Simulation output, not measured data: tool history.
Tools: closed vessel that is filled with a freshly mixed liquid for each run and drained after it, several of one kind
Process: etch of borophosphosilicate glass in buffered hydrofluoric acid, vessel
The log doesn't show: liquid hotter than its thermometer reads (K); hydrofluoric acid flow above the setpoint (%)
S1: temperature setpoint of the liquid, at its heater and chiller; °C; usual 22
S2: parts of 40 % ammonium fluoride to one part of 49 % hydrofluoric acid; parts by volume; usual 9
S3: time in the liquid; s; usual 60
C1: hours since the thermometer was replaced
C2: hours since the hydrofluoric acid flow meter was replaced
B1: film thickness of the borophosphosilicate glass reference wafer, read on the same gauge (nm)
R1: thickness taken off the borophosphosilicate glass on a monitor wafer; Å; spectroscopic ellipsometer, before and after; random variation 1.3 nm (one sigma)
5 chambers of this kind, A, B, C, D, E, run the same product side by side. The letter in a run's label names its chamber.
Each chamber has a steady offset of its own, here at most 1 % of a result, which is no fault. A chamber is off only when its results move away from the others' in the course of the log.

run 1C hour=8.6 | S1=22 S2=9 S3=60 | C1=858.6 C2=2008.5 | B1=60.008 | R1=1561.5
-- hour=18.9 chamber B: hydrofluoric acid flow meter replaced
run 2B hour=20.4 | S1=22 S2=9 S3=60 | C1=287.3 C2=1.6 | B1=60.018 | R1=1550.7
run 3D hour=30.7 | S1=22 S2=9 S3=60 | C1=1459.5 C2=299.0 | B1=60.012 | R1=1544.7
run 4E hour=39.7 | S1=22 S2=9 S3=60 | C1=1666.7 C2=1139.9 | B1=59.992 | R1=1561.3
run 5A hour=53.7 | S1=22 S2=9 S3=60 | C1=454.2 C2=528.9 | B1=59.988 | R1=1557.6
run 6D hour=63.7 | S1=22 S2=9 S3=60 | C1=1492.5 C2=332.0 | B1=59.997 | R1=1564.7
run 7C hour=76.5 | S1=22 S2=9 S3=60 | C1=926.5 C2=2076.4 | B1=60.010 | R1=1548.7
run 8B hour=85.6 | S1=22 S2=9 S3=60 | C1=352.5 C2=66.8 | B1=60.006 | R1=1554.0
run 9A hour=96.6 | S1=22 S2=11 S3=50 | C1=497.1 C2=571.8 | B1=60.009 | R1=1109.6
run 10E hour=110.8 | S1=22 S2=11 S3=50 | C1=1737.8 C2=1211.0 | B1=60.002 | R1=1106.3
run 11B hour=119.6 | S1=22 S2=11 S3=50 | C1=386.5 C2=100.8 | B1=59.991 | R1=1103.4
run 12C hour=127.5 | S1=22 S2=11 S3=50 | C1=977.5 C2=2127.4 | B1=59.989 | R1=1107.4
run 13A hour=138.5 | S1=22 S2=11 S3=50 | C1=539.0 C2=613.7 | B1=60.000 | R1=1089.7
run 14E hour=152.6 | S1=22 S2=11 S3=60 | C1=1779.6 C2=1252.8 | B1=60.009 | R1=1327.5
run 15D hour=164.6 | S1=22 S2=11 S3=60 | C1=1593.4 C2=432.9 | B1=59.997 | R1=1335.1
run 16E hour=176.0 | S1=22 S2=11 S3=60 | C1=1803.0 C2=1276.2 | B1=59.995 | R1=1336.4
run 17C hour=183.0 | S1=22 S2=11 S3=60 | C1=1033.0 C2=2182.9 | B1=60.005 | R1=1367.1
run 18B hour=189.2 | S1=22 S2=11 S3=60 | C1=456.1 C2=170.4 | B1=60.003 | R1=1339.2
run 19D hour=199.0 | S1=22 S2=9 S3=60 | C1=1627.8 C2=467.3 | B1=60.009 | R1=1558.4
run 20A hour=213.0 | S1=22 S2=9 S3=60 | C1=613.5 C2=688.2 | B1=59.996 | R1=1557.7
run 21C hour=222.4 | S1=22 S2=9 S3=60 | C1=1072.4 C2=2222.3 | B1=60.000 | R1=1635.5
run 22A hour=230.5 | S1=22 S2=9 S3=60 | C1=631.0 C2=705.7 | B1=59.987 | R1=1555.3
run 23E hour=240.0 | S1=22 S2=9 S3=60 | C1=1867.0 C2=1340.2 | B1=59.991 | R1=1565.9
run 24D hour=252.3 | S1=22 S2=9 S3=60 | C1=1681.1 C2=520.6 | B1=59.997 | R1=1544.6
run 25B hour=258.4 | S1=20 S2=6 S3=60 | C1=525.3 C2=239.6 | B1=60.000 | R1=2096.0
run 26B hour=268.6 | S1=20 S2=6 S3=60 | C1=535.5 C2=249.8 | B1=59.992 | R1=2072.3
run 27E hour=281.3 | S1=20 S2=6 S3=60 | C1=1908.3 C2=1381.5 | B1=60.017 | R1=2118.0
run 28D hour=292.9 | S1=20 S2=6 S3=60 | C1=1721.7 C2=561.2 | B1=59.983 | R1=2099.2
run 29C hour=306.3 | S1=20 S2=6 S3=60 | C1=1156.3 C2=2306.2 | B1=59.994 | R1=2298.0
run 30A hour=318.7 | S1=22 S2=9 S3=60 | C1=719.2 C2=793.9 | B1=59.982 | R1=1582.0
run 31D hour=326.6 | S1=22 S2=9 S3=60 | C1=1755.4 C2=594.9 | B1=60.013 | R1=1571.5
-- hour=332.0 chamber E: thermometer replaced
run 32E hour=338.3 | S1=22 S2=9 S3=60 | C1=6.4 C2=1438.5 | B1=59.995 | R1=1585.6
run 33B hour=350.3 | S1=22 S2=9 S3=60 | C1=617.2 C2=331.5 | B1=60.004 | R1=1542.2
run 34C hour=359.7 | S1=22 S2=9 S3=60 | C1=1209.7 C2=2359.6 | B1=59.977 | R1=1742.6
run 35A hour=367.4 | S1=22 S2=9 S3=60 | C1=767.9 C2=842.6 | B1=59.997 | R1=1571.6
run 36E hour=377.3 | S1=22 S2=9 S3=60 | C1=45.4 C2=1477.5 | B1=59.995 | R1=1550.6
run 37A hour=385.5 | S1=22 S2=9 S3=60 | C1=786.0 C2=860.7 | B1=60.004 | R1=1558.6

All 5 chambers run these settings next. Forecast each chamber's results:
run 38A hour=395.6 | S1=22 S2=9 S3=60 | R1=?
run 38B hour=395.6 | S1=22 S2=9 S3=60 | R1=?
run 38C hour=395.6 | S1=22 S2=9 S3=60 | R1=?
run 38D hour=395.6 | S1=22 S2=9 S3=60 | R1=?
run 38E hour=395.6 | S1=22 S2=9 S3=60 | R1=?

run=38A R1=1593.3
run=38B R1=1539.7
run=38C R1=1748.1
run=38D R1=1580.0
run=38E R1=1568.4
